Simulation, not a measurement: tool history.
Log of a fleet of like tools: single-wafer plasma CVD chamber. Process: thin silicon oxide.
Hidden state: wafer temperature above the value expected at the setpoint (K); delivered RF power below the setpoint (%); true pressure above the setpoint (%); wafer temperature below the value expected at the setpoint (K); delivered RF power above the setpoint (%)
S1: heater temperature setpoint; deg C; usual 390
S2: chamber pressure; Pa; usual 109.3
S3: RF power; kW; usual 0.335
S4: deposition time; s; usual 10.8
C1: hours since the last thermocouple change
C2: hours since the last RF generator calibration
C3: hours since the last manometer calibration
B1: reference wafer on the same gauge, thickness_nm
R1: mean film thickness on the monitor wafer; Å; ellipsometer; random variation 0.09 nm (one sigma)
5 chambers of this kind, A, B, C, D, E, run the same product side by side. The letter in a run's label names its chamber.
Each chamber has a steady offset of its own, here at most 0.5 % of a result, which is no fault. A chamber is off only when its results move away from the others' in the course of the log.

| run | hour | S1 | S2 | S3 | S4 | C1 | C2 | C3 | B1 | R1 |
|---|---|---|---|---|---|---|---|---|---|---|
| 1E | 4.1 | 390 | 109.3 | 0.335 | 10.8 | 423.3 | 916.0 | 1498.2 | 24.588 | 214.58 |
| 2B | 7.2 | 390 | 109.3 | 0.335 | 10.8 | 1543.7 | 606.4 | 494.5 | 24.608 | 212.35 |
| 3A | 10.3 | 390 | 109.3 | 0.335 | 10.8 | 1870.2 | 2100.4 | 909.3 | 24.600 | 211.45 |
| 4D | 13.2 | 390 | 109.3 | 0.335 | 10.8 | 569.6 | 1192.3 | 1675.0 | 24.585 | 214.86 |
| 5C | 18.9 | 390 | 109.3 | 0.335 | 10.8 | 1824.4 | 159.0 | 1414.6 | 24.615 | 212.04 |
| 6D | 23.1 | 390 | 109.3 | 0.335 | 10.8 | 579.5 | 1202.2 | 1684.9 | 24.601 | 212.21 |
| 7C | 29.2 | 385 | 109.3 | 0.335 | 9.3 | 1834.7 | 169.3 | 1424.9 | 24.620 | 185.22 |
|  | 32.7 | chamber C: thermocouple changed; heater temperature recalibrated |
| 8B | 33.7 | 385 | 109.3 | 0.335 | 9.3 | 1570.2 | 632.9 | 521.0 | 24.566 | 183.77 |
| 9A | 38.9 | 385 | 109.3 | 0.335 | 9.3 | 1898.8 | 2129.0 | 937.9 | 24.597 | 184.71 |
| 10E | 42.7 | 385 | 109.3 | 0.335 | 9.3 | 461.9 | 954.6 | 1536.8 | 24.604 | 184.15 |
| 11A | 48.7 | 385 | 109.3 | 0.335 | 9.3 | 1908.6 | 2138.8 | 947.7 | 24.604 | 186.07 |
| 12E | 53.4 | 390 | 98.0 | 0.335 | 10.8 | 472.6 | 965.3 | 1547.5 | 24.582 | 193.22 |
| 13C | 58.4 | 390 | 98.0 | 0.335 | 10.8 | 25.8 | 198.5 | 1454.1 | 24.613 | 191.23 |
| 14B | 62.7 | 390 | 98.0 | 0.335 | 10.8 | 1599.2 | 661.9 | 550.0 | 24.611 | 190.82 |
| 15D | 65.8 | 390 | 98.0 | 0.335 | 10.8 | 622.2 | 1244.9 | 1727.6 | 24.605 | 192.01 |
| 16C | 69.0 | 390 | 98.0 | 0.335 | 10.8 | 36.4 | 209.1 | 1464.7 | 24.624 | 192.66 |
| 17E | 72.3 | 390 | 109.3 | 0.335 | 10.8 | 491.5 | 984.2 | 1566.4 | 24.605 | 212.95 |
| 18B | 76.1 | 390 | 109.3 | 0.335 | 10.8 | 1612.6 | 675.3 | 563.4 | 24.610 | 211.80 |
| 19D | 81.0 | 390 | 109.3 | 0.335 | 10.8 | 637.4 | 1260.1 | 1742.8 | 24.613 | 213.66 |
| 20A | 86.7 | 390 | 109.3 | 0.335 | 10.8 | 1946.6 | 2176.8 | 985.7 | 24.602 | 213.65 |
|  | 89.3 | chamber C: capacitance manometer re-zeroed and calibrated |
| 21D | 90.8 | 390 | 109.3 | 0.335 | 12.4 | 647.2 | 1269.9 | 1752.6 | 24.593 | 246.15 |
| 22C | 94.7 | 390 | 109.3 | 0.335 | 12.4 | 62.1 | 234.8 | 5.4 | 24.565 | 246.48 |
| 23A | 100.6 | 390 | 109.3 | 0.335 | 12.4 | 1960.5 | 2190.7 | 999.6 | 24.587 | 247.13 |
|  | 102.0 | chamber D: capacitance manometer re-zeroed and calibrated |
| 24B | 106.9 | 390 | 109.3 | 0.335 | 12.4 | 1643.4 | 706.1 | 594.2 | 24.605 | 244.45 |
| 25E | 109.9 | 390 | 109.3 | 0.335 | 12.4 | 529.1 | 1021.8 | 1604.0 | 24.616 | 246.48 |
| 26A | 116.2 | 390 | 109.3 | 0.390 | 10.8 | 1976.1 | 2206.3 | 1015.2 | 24.601 | 225.87 |
| 27C | 120.3 | 390 | 109.3 | 0.390 | 10.8 | 87.7 | 260.4 | 31.0 | 24.569 | 226.61 |
| 28B | 125.0 | 390 | 109.3 | 0.390 | 10.8 | 1661.5 | 724.2 | 612.3 | 24.589 | 225.26 |
| 29D | 130.7 | 390 | 109.3 | 0.390 | 10.8 | 687.1 | 1309.8 | 28.7 | 24.573 | 239.77 |
| 30E | 133.6 | 390 | 109.3 | 0.390 | 10.8 | 552.8 | 1045.5 | 1627.7 | 24.582 | 227.84 |
| 31A | 138.6 | 390 | 109.3 | 0.300 | 9.2 | 1998.5 | 2228.7 | 1037.6 | 24.602 | 175.33 |
| 32B | 141.5 | 390 | 109.3 | 0.300 | 9.2 | 1678.0 | 740.7 | 628.8 | 24.586 | 174.10 |
| 33E | 144.5 | 390 | 109.3 | 0.300 | 9.2 | 563.7 | 1056.4 | 1638.6 | 24.588 | 174.61 |
| 34D | 147.9 | 390 | 109.3 | 0.300 | 9.2 | 704.3 | 1327.0 | 45.9 | 24.592 | 184.47 |
| 35C | 152.8 | 390 | 109.3 | 0.300 | 9.2 | 120.2 | 292.9 | 63.5 | 24.599 | 174.13 |
| 36A | 157.0 | 390 | 109.3 | 0.335 | 10.8 | 2016.9 | 2247.1 | 1056.0 | 24.615 | 213.11 |

Next, every chamber runs the same settings. What will each give?
| 37A | 161.5 | 390 | 109.3 | 0.305 | 10.8 |  |  |  |  | ? |
| 37B | 161.5 | 390 | 109.3 | 0.305 | 10.8 |  |  |  |  | ? |
| 37C | 161.5 | 390 | 109.3 | 0.305 | 10.8 |  |  |  |  | ? |
| 37D | 161.5 | 390 | 109.3 | 0.305 | 10.8 |  |  |  |  | ? |
| 37E | 161.5 | 390 | 109.3 | 0.305 | 10.8 |  |  |  |  | ? |

| run | R1 |
|---|---|
| 37A | 206.41 |
| 37B | 205.44 |
| 37C | 206.25 |
| 37D | 216.38 |
| 37E | 204.99 |
